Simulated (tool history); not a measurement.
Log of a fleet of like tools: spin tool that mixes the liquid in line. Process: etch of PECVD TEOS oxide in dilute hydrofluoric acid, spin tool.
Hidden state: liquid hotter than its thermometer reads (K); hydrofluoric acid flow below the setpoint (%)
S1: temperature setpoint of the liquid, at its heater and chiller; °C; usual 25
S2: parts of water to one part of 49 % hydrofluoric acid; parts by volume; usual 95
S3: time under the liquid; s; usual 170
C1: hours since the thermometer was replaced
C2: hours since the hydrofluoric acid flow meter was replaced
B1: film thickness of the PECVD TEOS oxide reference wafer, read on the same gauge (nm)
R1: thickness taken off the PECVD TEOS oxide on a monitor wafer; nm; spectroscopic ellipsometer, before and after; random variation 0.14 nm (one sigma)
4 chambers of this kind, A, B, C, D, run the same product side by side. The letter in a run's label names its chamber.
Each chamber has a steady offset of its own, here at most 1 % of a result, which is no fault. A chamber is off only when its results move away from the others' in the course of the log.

run 1A hour=6.3 | S1=25 S2=95 S3=170 | C1=413.4 C2=1877.6 | B1=129.96 | R1=41.063
run 2C hour=16.5 | S1=25 S2=95 S3=170 | C1=530.9 C2=457.3 | B1=130 | R1=41.536
run 3B hour=24.1 | S1=25 S2=95 S3=170 | C1=541.8 C2=1165.2 | B1=130.02 | R1=41.746
run 4D hour=34.8 | S1=25 S2=95 S3=170 | C1=332 C2=1729.1 | B1=130.02 | R1=41.291
run 5B hour=46.5 | S1=27.5 S2=75 S3=170 | C1=564.2 C2=1187.6 | B1=129.96 | R1=59.643
-- hour=52.6 chamber A: hydrofluoric acid flow meter replaced
run 6D hour=55.5 | S1=27.5 S2=75 S3=170 | C1=352.7 C2=1749.8 | B1=129.99 | R1=60.006
run 7A hour=66.1 | S1=27.5 S2=75 S3=170 | C1=473.2 C2=13.5 | B1=130 | R1=59.418
run 8C hour=72.2 | S1=27.5 S2=75 S3=170 | C1=586.6 C2=513 | B1=130 | R1=59.55
run 9A hour=81.9 | S1=25 S2=95 S3=170 | C1=489 C2=29.3 | B1=129.98 | R1=41.18
run 10C hour=93.5 | S1=25 S2=130 S3=260 | C1=607.9 C2=534.3 | B1=130 | R1=44.539
run 11D hour=102.3 | S1=25 S2=130 S3=260 | C1=399.5 C2=1796.6 | B1=129.97 | R1=44.117
run 12B hour=110.2 | S1=25 S2=130 S3=260 | C1=627.9 C2=1251.3 | B1=129.99 | R1=45.232
run 13B hour=118.9 | S1=25 S2=130 S3=260 | C1=636.6 C2=1260 | B1=130.01 | R1=45.275
run 14A hour=130.6 | S1=25 S2=95 S3=170 | C1=537.7 C2=78 | B1=130 | R1=41.152
run 15D hour=136.7 | S1=25 S2=95 S3=170 | C1=433.9 C2=1831 | B1=130.01 | R1=41.335
-- hour=140.2 chamber B: hydrofluoric acid flow meter replaced
run 16C hour=147.8 | S1=25 S2=95 S3=170 | C1=662.2 C2=588.6 | B1=129.99 | R1=41.483
run 17D hour=158.2 | S1=25 S2=95 S3=170 | C1=455.4 C2=1852.5 | B1=130.01 | R1=41.344
run 18A hour=169.8 | S1=25 S2=95 S3=170 | C1=576.9 C2=117.2 | B1=130 | R1=41.378
run 19B hour=181.7 | S1=23.5 S2=95 S3=170 | C1=699.4 C2=41.6 | B1=129.99 | R1=40.202
run 20C hour=192.1 | S1=23.5 S2=95 S3=170 | C1=706.5 C2=632.9 | B1=129.97 | R1=38.874
run 21C hour=198.6 | S1=23.5 S2=95 S3=170 | C1=713 C2=639.4 | B1=129.99 | R1=38.819
run 22A hour=204.7 | S1=23.5 S2=95 S3=170 | C1=611.8 C2=152.1 | B1=130.02 | R1=38.61
run 23B hour=214.2 | S1=25 S2=95 S3=170 | C1=731.9 C2=74.1 | B1=129.99 | R1=42.963
run 24D hour=221.3 | S1=25 S2=95 S3=170 | C1=518.5 C2=1915.6 | B1=130 | R1=41.476
-- hour=227.1 chamber D: hydrofluoric acid flow meter replaced
run 25D hour=230.7 | S1=25 S2=95 S3=170 | C1=527.9 C2=3.7 | B1=129.99 | R1=41.778
run 26C hour=238.7 | S1=25 S2=95 S3=170 | C1=753.1 C2=679.5 | B1=130.01 | R1=41.561
run 27A hour=251 | S1=25 S2=95 S3=170 | C1=658.1 C2=198.4 | B1=130.03 | R1=41.179
run 28B hour=261.3 | S1=25 S2=95 S3=170 | C1=779 C2=121.2 | B1=130.01 | R1=43.241
run 29B hour=267.4 | S1=25 S2=95 S3=170 | C1=785.1 C2=127.3 | B1=129.99 | R1=43.369

All 4 chambers run these settings next. Forecast each chamber's results:
run 30A hour=276.4 | S1=25 S2=95 S3=170 | R1=?
run 30B hour=276.4 | S1=25 S2=95 S3=170 | R1=?
run 30C hour=276.4 | S1=25 S2=95 S3=170 | R1=?
run 30D hour=276.4 | S1=25 S2=95 S3=170 | R1=?

run=30A R1=41.206
run=30B R1=42.887
run=30C R1=41.326
run=30D R1=41.464
